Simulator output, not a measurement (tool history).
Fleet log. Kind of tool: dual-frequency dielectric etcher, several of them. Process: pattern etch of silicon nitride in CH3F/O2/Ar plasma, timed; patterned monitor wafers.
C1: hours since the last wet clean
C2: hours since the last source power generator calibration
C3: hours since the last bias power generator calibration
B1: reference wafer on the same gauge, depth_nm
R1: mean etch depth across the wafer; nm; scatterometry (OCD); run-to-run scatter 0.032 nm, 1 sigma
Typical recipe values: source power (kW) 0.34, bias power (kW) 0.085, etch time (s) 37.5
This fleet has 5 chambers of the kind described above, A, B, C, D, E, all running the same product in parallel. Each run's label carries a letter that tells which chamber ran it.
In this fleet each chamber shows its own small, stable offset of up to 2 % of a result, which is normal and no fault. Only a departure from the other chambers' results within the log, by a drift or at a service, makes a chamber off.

run 1E hour=2.2 | source_power_(kW)=0.34 bias_power_(kW)=0.085 etch_time_(s)=37.5 | C1=266.2 C2=1317.8 C3=2084.7 | B1=24.406 | R1=26.115
run 2A hour=4.8 | source_power_(kW)=0.34 bias_power_(kW)=0.085 etch_time_(s)=37.5 | C1=406.6 C2=802.3 C3=1449.2 | B1=24.408 | R1=26.258
run 3C hour=7.1 | source_power_(kW)=0.34 bias_power_(kW)=0.085 etch_time_(s)=37.5 | C1=382.7 C2=125.6 C3=1935.6 | B1=24.41 | R1=25.79
run 4D hour=9.8 | source_power_(kW)=0.34 bias_power_(kW)=0.085 etch_time_(s)=37.5 | C1=466.6 C2=1666.6 C3=2470.6 | B1=24.404 | R1=26.225
run 5B hour=12.5 | source_power_(kW)=0.29 bias_power_(kW)=0.073 etch_time_(s)=37.5 | C1=198.4 C2=1843.6 C3=128.4 | B1=24.414 | R1=23.269
run 6A hour=14.4 | source_power_(kW)=0.29 bias_power_(kW)=0.073 etch_time_(s)=37.5 | C1=416.2 C2=811.9 C3=1458.8 | B1=24.409 | R1=23.446
run 7D hour=18.6 | source_power_(kW)=0.29 bias_power_(kW)=0.073 etch_time_(s)=37.5 | C1=475.4 C2=1675.4 C3=2479.4 | B1=24.413 | R1=23.39
run 8E hour=20.9 | source_power_(kW)=0.29 bias_power_(kW)=0.073 etch_time_(s)=37.5 | C1=284.9 C2=1336.5 C3=2103.4 | B1=24.42 | R1=23.29
run 9C hour=22.8 | source_power_(kW)=0.29 bias_power_(kW)=0.073 etch_time_(s)=37.5 | C1=398.4 C2=141.3 C3=1951.3 | B1=24.428 | R1=23.02
run 10B hour=26.2 | source_power_(kW)=0.34 bias_power_(kW)=0.085 etch_time_(s)=37.5 | C1=212.1 C2=1857.3 C3=142.1 | B1=24.425 | R1=26.088
run 11C hour=29.3 | source_power_(kW)=0.34 bias_power_(kW)=0.085 etch_time_(s)=37.5 | C1=404.9 C2=147.8 C3=1957.8 | B1=24.432 | R1=25.796
run 12A hour=32.3 | source_power_(kW)=0.34 bias_power_(kW)=0.085 etch_time_(s)=37.5 | C1=434.1 C2=829.8 C3=1476.7 | B1=24.431 | R1=26.295
run 13D hour=34.2 | source_power_(kW)=0.34 bias_power_(kW)=0.085 etch_time_(s)=37.5 | C1=491 C2=1691 C3=2495 | B1=24.435 | R1=26.222
run 14B hour=36.3 | source_power_(kW)=0.34 bias_power_(kW)=0.085 etch_time_(s)=37.5 | C1=222.2 C2=1867.4 C3=152.2 | B1=24.426 | R1=26.039
run 15E hour=39.7 | source_power_(kW)=0.34 bias_power_(kW)=0.085 etch_time_(s)=37.5 | C1=303.7 C2=1355.3 C3=2122.2 | B1=24.439 | R1=26.158
run 16D hour=43.4 | source_power_(kW)=0.34 bias_power_(kW)=0.085 etch_time_(s)=37.5 | C1=500.2 C2=1700.2 C3=2504.2 | B1=24.443 | R1=26.218
run 17A hour=47.3 | source_power_(kW)=0.34 bias_power_(kW)=0.085 etch_time_(s)=37.5 | C1=449.1 C2=844.8 C3=1491.7 | B1=24.441 | R1=26.404
-- hour=47.9 chamber D: wet clean of the chamber
run 18C hour=49.4 | source_power_(kW)=0.34 bias_power_(kW)=0.085 etch_time_(s)=37.5 | C1=425 C2=167.9 C3=1977.9 | B1=24.45 | R1=25.823
run 19E hour=52.3 | source_power_(kW)=0.34 bias_power_(kW)=0.085 etch_time_(s)=37.5 | C1=316.3 C2=1367.9 C3=2134.8 | B1=24.448 | R1=26.061
run 20B hour=56.5 | source_power_(kW)=0.27 bias_power_(kW)=0.095 etch_time_(s)=37.5 | C1=242.4 C2=1887.6 C3=172.4 | B1=24.455 | R1=24.946
run 21C hour=60.4 | source_power_(kW)=0.27 bias_power_(kW)=0.095 etch_time_(s)=37.5 | C1=436 C2=178.9 C3=1988.9 | B1=24.444 | R1=24.681
run 22D hour=63.2 | source_power_(kW)=0.27 bias_power_(kW)=0.095 etch_time_(s)=37.5 | C1=15.3 C2=1720 C3=2524 | B1=24.452 | R1=25.145
run 23B hour=67 | source_power_(kW)=0.27 bias_power_(kW)=0.095 etch_time_(s)=37.5 | C1=252.9 C2=1898.1 C3=182.9 | B1=24.457 | R1=25.003
run 24E hour=69.4 | source_power_(kW)=0.27 bias_power_(kW)=0.095 etch_time_(s)=37.5 | C1=333.4 C2=1385 C3=2151.9 | B1=24.465 | R1=24.965
run 25A hour=73.5 | source_power_(kW)=0.34 bias_power_(kW)=0.085 etch_time_(s)=37.5 | C1=475.3 C2=871 C3=1517.9 | B1=24.471 | R1=26.423
run 26C hour=77.2 | source_power_(kW)=0.34 bias_power_(kW)=0.085 etch_time_(s)=37.5 | C1=452.8 C2=195.7 C3=2005.7 | B1=24.47 | R1=25.798
run 27A hour=79.5 | source_power_(kW)=0.34 bias_power_(kW)=0.085 etch_time_(s)=37.5 | C1=481.3 C2=877 C3=1523.9 | B1=24.476 | R1=26.37
run 28B hour=83 | source_power_(kW)=0.34 bias_power_(kW)=0.085 etch_time_(s)=37.5 | C1=268.9 C2=1914.1 C3=198.9 | B1=24.47 | R1=26.12
run 29D hour=85.7 | source_power_(kW)=0.34 bias_power_(kW)=0.085 etch_time_(s)=37.5 | C1=37.8 C2=1742.5 C3=2546.5 | B1=24.481 | R1=26.276
run 30E hour=89.1 | source_power_(kW)=0.34 bias_power_(kW)=0.085 etch_time_(s)=37.5 | C1=353.1 C2=1404.7 C3=2171.6 | B1=24.489 | R1=26.204
run 31C hour=93.1 | source_power_(kW)=0.34 bias_power_(kW)=0.085 etch_time_(s)=37.5 | C1=468.7 C2=211.6 C3=2021.6 | B1=24.489 | R1=25.86
run 32E hour=97.1 | source_power_(kW)=0.31 bias_power_(kW)=0.097 etch_time_(s)=37.5 | C1=361.1 C2=1412.7 C3=2179.6 | B1=24.483 | R1=26.492
run 33D hour=99.9 | source_power_(kW)=0.31 bias_power_(kW)=0.097 etch_time_(s)=37.5 | C1=52 C2=1756.7 C3=2560.7 | B1=24.498 | R1=26.667
run 34A hour=104.1 | source_power_(kW)=0.31 bias_power_(kW)=0.097 etch_time_(s)=37.5 | C1=505.9 C2=901.6 C3=1548.5 | B1=24.498 | R1=26.779
run 35B hour=107.1 | source_power_(kW)=0.31 bias_power_(kW)=0.097 etch_time_(s)=37.5 | C1=293 C2=1938.2 C3=223 | B1=24.495 | R1=26.595
-- hour=109.9 chamber C: wet clean of the chamber
run 36C hour=111.1 | source_power_(kW)=0.31 bias_power_(kW)=0.097 etch_time_(s)=37.5 | C1=1.3 C2=229.6 C3=2039.6 | B1=24.508 | R1=26.291
run 37D hour=114.6 | source_power_(kW)=0.34 bias_power_(kW)=0.085 etch_time_(s)=37.5 | C1=66.7 C2=1771.4 C3=2575.4 | B1=24.51 | R1=26.292
run 38B hour=118.7 | source_power_(kW)=0.34 bias_power_(kW)=0.085 etch_time_(s)=37.5 | C1=304.6 C2=1949.8 C3=234.6 | B1=24.504 | R1=26.113
run 39A hour=120.8 | source_power_(kW)=0.34 bias_power_(kW)=0.085 etch_time_(s)=37.5 | C1=522.6 C2=918.3 C3=1565.2 | B1=24.518 | R1=26.434
run 40E hour=123.9 | source_power_(kW)=0.34 bias_power_(kW)=0.085 etch_time_(s)=37.5 | C1=387.9 C2=1439.5 C3=2206.4 | B1=24.514 | R1=26.218
run 41A hour=127.5 | source_power_(kW)=0.34 bias_power_(kW)=0.085 etch_time_(s)=37.5 | C1=529.3 C2=925 C3=1571.9 | B1=24.513 | R1=26.491
run 42B hour=129.5 | source_power_(kW)=0.34 bias_power_(kW)=0.085 etch_time_(s)=37.5 | C1=315.4 C2=1960.6 C3=245.4 | B1=24.519 | R1=26.21

Is one chamber out of step, is the gauge drifting, or do the chambers differ by no more than their own small offsets? For an off chamber, give its letter and the likeliest cause.

The shared gauge is drifting. All chambers look as if they move in step, but none is off.
What lies behind it: gauge reads high (%) = 0.501.

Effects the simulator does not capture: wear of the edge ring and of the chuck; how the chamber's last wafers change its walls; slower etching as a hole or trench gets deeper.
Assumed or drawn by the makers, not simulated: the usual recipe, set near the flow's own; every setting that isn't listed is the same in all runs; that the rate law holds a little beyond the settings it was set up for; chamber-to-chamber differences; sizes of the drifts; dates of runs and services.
